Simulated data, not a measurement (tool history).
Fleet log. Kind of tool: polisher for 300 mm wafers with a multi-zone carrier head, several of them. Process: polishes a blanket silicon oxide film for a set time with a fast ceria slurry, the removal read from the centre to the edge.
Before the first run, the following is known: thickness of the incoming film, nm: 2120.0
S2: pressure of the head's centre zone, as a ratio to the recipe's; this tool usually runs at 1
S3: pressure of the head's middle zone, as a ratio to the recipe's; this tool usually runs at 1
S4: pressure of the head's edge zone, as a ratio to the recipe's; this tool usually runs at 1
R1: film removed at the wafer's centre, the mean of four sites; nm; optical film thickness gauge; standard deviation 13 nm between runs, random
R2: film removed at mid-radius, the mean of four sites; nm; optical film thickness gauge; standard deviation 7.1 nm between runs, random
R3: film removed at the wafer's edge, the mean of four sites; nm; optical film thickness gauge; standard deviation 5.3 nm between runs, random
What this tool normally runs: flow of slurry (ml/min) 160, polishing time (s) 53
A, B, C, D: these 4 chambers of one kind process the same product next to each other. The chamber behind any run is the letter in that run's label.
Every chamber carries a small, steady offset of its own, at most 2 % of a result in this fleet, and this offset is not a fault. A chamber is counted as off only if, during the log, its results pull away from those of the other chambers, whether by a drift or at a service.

Run 1A, hour 15: usual settings. Result: R1 868.06 nm, R2 873.89 nm, R3 860.2 nm.
At hour 22.2: chamber C: worn pad replaced by a new one.
Run 2B, hour 27.8: usual settings. Result: R1 861.24 nm, R2 865.38 nm, R3 861.06 nm.
At hour 34: chamber B: slurry nozzle cleaned.
At hour 35.3: chamber D: worn pad replaced by a new one.
Run 3D, hour 39.5: usual settings. Result: R1 872.06 nm, R2 873.18 nm, R3 851.23 nm.
Run 4C, hour 48.4: usual settings. Result: R1 858.88 nm, R2 878.02 nm, R3 853.75 nm.
Run 5A, hour 55.9: usual settings. Result: R1 844.51 nm, R2 871.12 nm, R3 850.9 nm.
Run 6D, hour 68.6: usual settings. Result: R1 889.44 nm, R2 874.34 nm, R3 862.96 nm.
At hour 76.2: chamber D: slurry nozzle cleaned.
Run 7C, hour 77.7: usual settings. Result: R1 871.88 nm, R2 868.85 nm, R3 858.68 nm.
At hour 85.6: chamber B: worn pad replaced by a new one.
Run 8B, hour 92.4: usual settings. Result: R1 872.71 nm, R2 863.62 nm, R3 874.31 nm.
At hour 92.9: chamber A: centre zone pressure recalibrated.
Run 9D, hour 102.3: usual settings. Result: R1 855.63 nm, R2 879.82 nm, R3 861.09 nm.
Run 10B, hour 114.3: usual settings. Result: R1 885.93 nm, R2 873.5 nm, R3 873.52 nm.
Run 11C, hour 123.3: usual settings. Result: R1 866.39 nm, R2 871.94 nm, R3 859.7 nm.
At hour 125.2: chamber C: worn pad replaced by a new one.
At hour 131.4: chamber D: worn pad replaced by a new one.
Run 12A, hour 131.7: usual settings but S2 0.93. Result: R1 775.9 nm, R2 864.56 nm, R3 852.32 nm.
At hour 134.8: chamber A: worn pad replaced by a new one.
Run 13B, hour 144.3: usual settings but S2 0.93. Result: R1 801.51 nm, R2 847.73 nm, R3 871.8 nm.
Run 14D, hour 159.3: usual settings but S2 0.93. Result: R1 809.4 nm, R2 873.04 nm, R3 859.86 nm.
Run 15A, hour 167.9: usual settings but S2 0.93. Result: R1 788.4 nm, R2 870.87 nm, R3 851.53 nm.
At hour 171.7: chamber D: centre zone pressure recalibrated.
Run 16C, hour 179.8: usual settings. Result: R1 868.76 nm, R2 894.5 nm, R3 852.2 nm.
At hour 186.2: chamber C: edge zone pressure recalibrated.
At hour 186.9: chamber B: worn pad replaced by a new one.
Run 17C, hour 192.8: usual settings. Result: R1 848.87 nm, R2 876.5 nm, R3 851.74 nm.
Run 18B, hour 202: usual settings. Result: R1 885.93 nm, R2 860.58 nm, R3 867.54 nm.
At hour 212.5: chamber C: worn pad replaced by a new one.
Run 19D, hour 216.1: usual settings. Result: R1 895.29 nm, R2 867.42 nm, R3 859.38 nm.
Run 20A, hour 227.6: usual settings but S3 1.05. Result: R1 850.91 nm, R2 907.87 nm, R3 848.8 nm.
Run 21D, hour 238.2: usual settings but S3 1.05. Result: R1 869.07 nm, R2 912.4 nm, R3 859.62 nm.
At hour 238.8: chamber D: worn pad replaced by a new one.
Run 22A, hour 248.2: usual settings but S3 1.05. Result: R1 844.41 nm, R2 896.95 nm, R3 837.57 nm.
At hour 259.1: chamber A: worn pad replaced by a new one.
Run 23B, hour 259.7: usual settings but S3 1.05. Result: R1 868.81 nm, R2 906.19 nm, R3 869.89 nm.
Run 24C, hour 268: usual settings. Result: R1 873.41 nm, R2 877.1 nm, R3 856.4 nm.
Run 25C, hour 277.4: usual settings. Result: R1 869.15 nm, R2 878.6 nm, R3 853.54 nm.
At hour 278.3: chamber B: worn pad replaced by a new one.
Run 26D, hour 290.4: usual settings. Result: R1 860.94 nm, R2 871.46 nm, R3 850.61 nm.
At hour 296.8: chamber B: slurry nozzle cleaned.
Run 27B, hour 302.2: usual settings. Result: R1 863.16 nm, R2 858.84 nm, R3 869.2 nm.
At hour 303.6: chamber C: worn pad replaced by a new one.
Run 28A, hour 310.7: usual settings. Result: R1 825.03 nm, R2 853.52 nm, R3 835.42 nm.
Run 29D, hour 317.9: usual settings but S2 0.94. Result: R1 795.67 nm, R2 871.7 nm, R3 854.13 nm.
At hour 320.4: chamber A: edge zone pressure recalibrated.
Run 30C, hour 331.4: usual settings but S2 0.94. Result: R1 798.44 nm, R2 879.8 nm, R3 866.02 nm.
At hour 331.6: chamber D: worn pad replaced by a new one.
At hour 338.6: chamber B: edge zone pressure recalibrated.
Run 31A, hour 340.5: usual settings but S2 0.94. Result: R1 773.18 nm, R2 837.62 nm, R3 835.49 nm.
Run 32B, hour 351.5: usual settings but S2 0.94. Result: R1 820.11 nm, R2 846.9 nm, R3 873.41 nm.
Run 33C, hour 358.3: usual settings. Result: R1 868.55 nm, R2 872.98 nm, R3 866.28 nm.
At hour 363: chamber B: worn pad replaced by a new one.
Run 34B, hour 367.7: usual settings. Result: R1 885.87 nm, R2 850.73 nm, R3 865.85 nm.
Run 35A, hour 381.1: usual settings. Result: R1 794.68 nm, R2 810.87 nm, R3 818.36 nm.
At hour 390.6: chamber A: worn pad replaced by a new one.
Run 36D, hour 394.3: usual settings. Result: R1 877.93 nm, R2 876.59 nm, R3 859.05 nm.
At hour 408.9: chamber C: worn pad replaced by a new one.
Run 37C, hour 409.5: usual settings. Result: R1 883.73 nm, R2 885.81 nm, R3 862.13 nm.
Run 38B, hour 417.8: usual settings. Result: R1 896.65 nm, R2 854.36 nm, R3 864.49 nm.
At hour 420.4: chamber C: slurry nozzle cleaned.
Run 39D, hour 424.6: usual settings. Result: R1 866.33 nm, R2 868.98 nm, R3 854.72 nm.
At hour 425.2: chamber D: worn pad replaced by a new one.
Run 40A, hour 438.6: usual settings. Result: R1 795.76 nm, R2 799.16 nm, R3 809.95 nm.
Run 41D, hour 451.1: usual settings. Result: R1 879.83 nm, R2 869.35 nm, R3 859.08 nm.
Run 42C, hour 458.7: usual settings. Result: R1 867.84 nm, R2 883.09 nm, R3 855.96 nm.
Run 43A, hour 473.3: usual settings. Result: R1 772.25 nm, R2 776.4 nm, R3 796.93 nm.

One chamber off, gauge drift, or nothing amiss beyond the chambers' own small offsets? If it is a chamber, which one, and what is the likeliest cause?

One chamber, A, drifts off from the rest bit by bit.
Most likely cause: slurry flow missing at the pad, % = 38.

Below are 4 candidate recipes for chamber A's next run, each the usual settings with a change, their results shown as question marks. Which of them brings A's results back in line with what the other chambers give on the usual settings?
A result is in line if it is within this distance of the other chambers' mean on the usual settings: R1 44 nm; R2 25 nm; R3 18 nm
Run 44A-1, hour 484.2: usual settings but flow of slurry (ml/min) 150, S2 0.96, S3 0.99, S4 1.02, polishing time (s) 49. Result: R1 ?, R2 ?, R3 ?.
Run 44A-2, hour 484.2: usual settings but flow of slurry (ml/min) 180, S2 1.08, S3 1.02, S4 0.96, polishing time (s) 64. Result: R1 ?, R2 ?, R3 ?.
Run 44A-3, hour 484.2: usual settings but flow of slurry (ml/min) 140, S2 0.92, S3 0.98, S4 1.04, polishing time (s) 44. Result: R1 ?, R2 ?, R3 ?.
Run 44A-4, hour 484.2: usual settings but flow of slurry (ml/min) 170, S2 1.03, S3 1.01, S4 0.98, polishing time (s) 58. Result: R1 ?, R2 ?, R3 ?.

The mean the other chambers reach with the usual settings: R1 873.98 nm; R2 869.87 nm; R3 861.39 nm
  run      R1      R2      R3
44A-1  661.56  702.25  731.74
44A-2  1040.9  989.43  956.83
44A-3  553.13  612.03  654.89
44A-4  880.74  876.04   867.9
The answer is 44A-4, which returns the chamber to within the allowed miss of the others.

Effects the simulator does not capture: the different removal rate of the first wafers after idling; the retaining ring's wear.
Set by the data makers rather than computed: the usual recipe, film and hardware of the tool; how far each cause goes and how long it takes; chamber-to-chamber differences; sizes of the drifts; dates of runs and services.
